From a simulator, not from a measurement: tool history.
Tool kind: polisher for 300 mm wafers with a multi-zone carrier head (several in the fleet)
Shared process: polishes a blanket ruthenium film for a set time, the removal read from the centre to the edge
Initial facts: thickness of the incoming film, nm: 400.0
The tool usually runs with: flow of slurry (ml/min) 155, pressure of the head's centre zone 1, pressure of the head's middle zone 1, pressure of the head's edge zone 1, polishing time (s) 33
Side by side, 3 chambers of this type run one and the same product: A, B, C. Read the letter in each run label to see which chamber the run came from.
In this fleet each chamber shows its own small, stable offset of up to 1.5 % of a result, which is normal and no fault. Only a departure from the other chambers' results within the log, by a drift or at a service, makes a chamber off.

run   hour  flow of slurry (ml/min)  pressure of the head's centre zone  pressure of the head's middle zone  pressure of the head's edge zone  polishing time (s)  film removed at the wafer's centre (Å)  film removed at mid-radius (Å)  film removed at the wafer's edge (Å)
 1A    7.5                      155                                   1                                   1                                 1                  33                                  678.01                          662.89                                683.75
 2C   16.5                      155                                   1                                   1                                 1                  33                                  664.02                          651.54                                629.56
      21.9  -- chamber A: worn pad replaced by a new one
 3B   22.5                      155                                   1                                   1                                 1                  33                                  657.53                          670.56                                658.16
 4C   29.3                      155                                   1                                   1                                 1                  33                                   658.6                          651.06                                669.34
      40.5  -- chamber B: worn pad replaced by a new one
      41.7  -- chamber C: worn pad replaced by a new one
 5B   43.1                      155                                   1                                1.09                                 1                  25                                  506.25                          536.07                                 498.9
 6A   52.2                      155                                   1                                1.09                                 1                  25                                  511.96                          546.47                                 522.3
 7B   58.4                      155                                   1                                1.09                                 1                  25                                  502.11                           537.9                                510.84
 8C   72.1                      155                                   1                                   1                                 1                  33                                  662.06                          661.97                                650.23
      82.8  -- chamber B: slurry nozzle cleaned
 9A   82.9                      155                                   1                                   1                                 1                  33                                  668.03                          658.79                                674.26
10B   92.8                      155                                   1                                   1                                 1                  33                                  664.66                          665.94                                652.59
      99.2  -- chamber A: edge zone pressure recalibrated
      99.9  -- chamber C: slurry nozzle cleaned
11C  101.7                      155                                   1                                   1                                 1                  33                                  668.98                          665.21                                651.17
     103.7  -- chamber C: worn pad replaced by a new one
     103.9  -- chamber A: worn pad replaced by a new one
12A    114                      155                                   1                                   1                                 1                  33                                  668.79                          677.31                                675.45
13B  123.5                      155                                   1                                   1                                 1                  33                                  653.51                          665.04                                648.79
14A  132.4                      155                                   1                                   1                                 1                  33                                  670.34                          670.21                                661.31
15C  146.3                      205                                   1                                   1                               1.1                  33                                  697.22                          689.36                                721.23
16B  155.1                      205                                   1                                   1                               1.1                  33                                  701.53                          700.52                                708.91
     162.2  -- chamber B: worn pad replaced by a new one
17C  162.7                      205                                   1                                   1                               1.1                  33                                  697.47                          704.48                                717.47
     165.6  -- chamber C: worn pad replaced by a new one
     167.7  -- chamber C: edge zone pressure recalibrated
18A  171.5                      155                                   1                                   1                                 1                  33                                  658.66                          669.56                                 674.1
19A    180                      155                                   1                                   1                                 1                  33                                  668.89                          653.02                                661.27
20C  186.2                      155                                   1                                   1                                 1                  33                                  675.11                          646.16                                652.52
     187.1  -- chamber A: worn pad replaced by a new one
21B  195.8                      155                                   1                                   1                                 1                  33                                  656.11                          643.16                                649.36
22C  202.4                      155                                   1                                   1                                 1                  33                                  677.42                           651.8                                647.58
23A  209.9                      155                                   1                                   1                                 1                  33                                  666.08                          681.72                                649.05
24B  221.9                      155                                   1                                   1                                 1                  33                                  664.53                          668.04                                674.08
     222.9  -- chamber B: edge zone pressure recalibrated
     227.6  -- chamber C: worn pad replaced by a new one
25B  228.4                      155                                   1                                   1                                 1                  33                                  664.04                          651.44                                668.19
26C  240.4                      155                                   1                                   1                                 1                  33                                  661.15                          659.56                                654.12
     242.2  -- chamber A: centre zone pressure recalibrated
27A  249.8                      155                                   1                                   1                                 1                  33                                  663.44                          670.96                                 680.1
28C  256.4                      155                                   1                                   1                                 1                  33                                  674.82                          652.78                                642.12
29A  263.3                      155                                   1                                   1                               1.1                  33                                  674.05                           666.1                                700.86
30B  271.4                      155                                   1                                   1                               1.1                  33                                   668.4                          668.89                                703.42
     274.7  -- chamber A: worn pad replaced by a new one
31A  281.2                      155                                   1                                   1                               1.1                  33                                  661.37                          675.63                                694.67
     283.7  -- chamber C: worn pad replaced by a new one
32C  289.4                      155                                   1                                   1                                 1                  33                                  670.19                          664.12                                645.78

Decide between three cases: one chamber stands off from its peers, the gauge reading all wafers drifts, or nothing is wrong past each chamber's small offset. Where a chamber is off, say which and what most likely put it there.

No chamber is off and the gauge is stable; the differences are just each chamber's small, constant offset.

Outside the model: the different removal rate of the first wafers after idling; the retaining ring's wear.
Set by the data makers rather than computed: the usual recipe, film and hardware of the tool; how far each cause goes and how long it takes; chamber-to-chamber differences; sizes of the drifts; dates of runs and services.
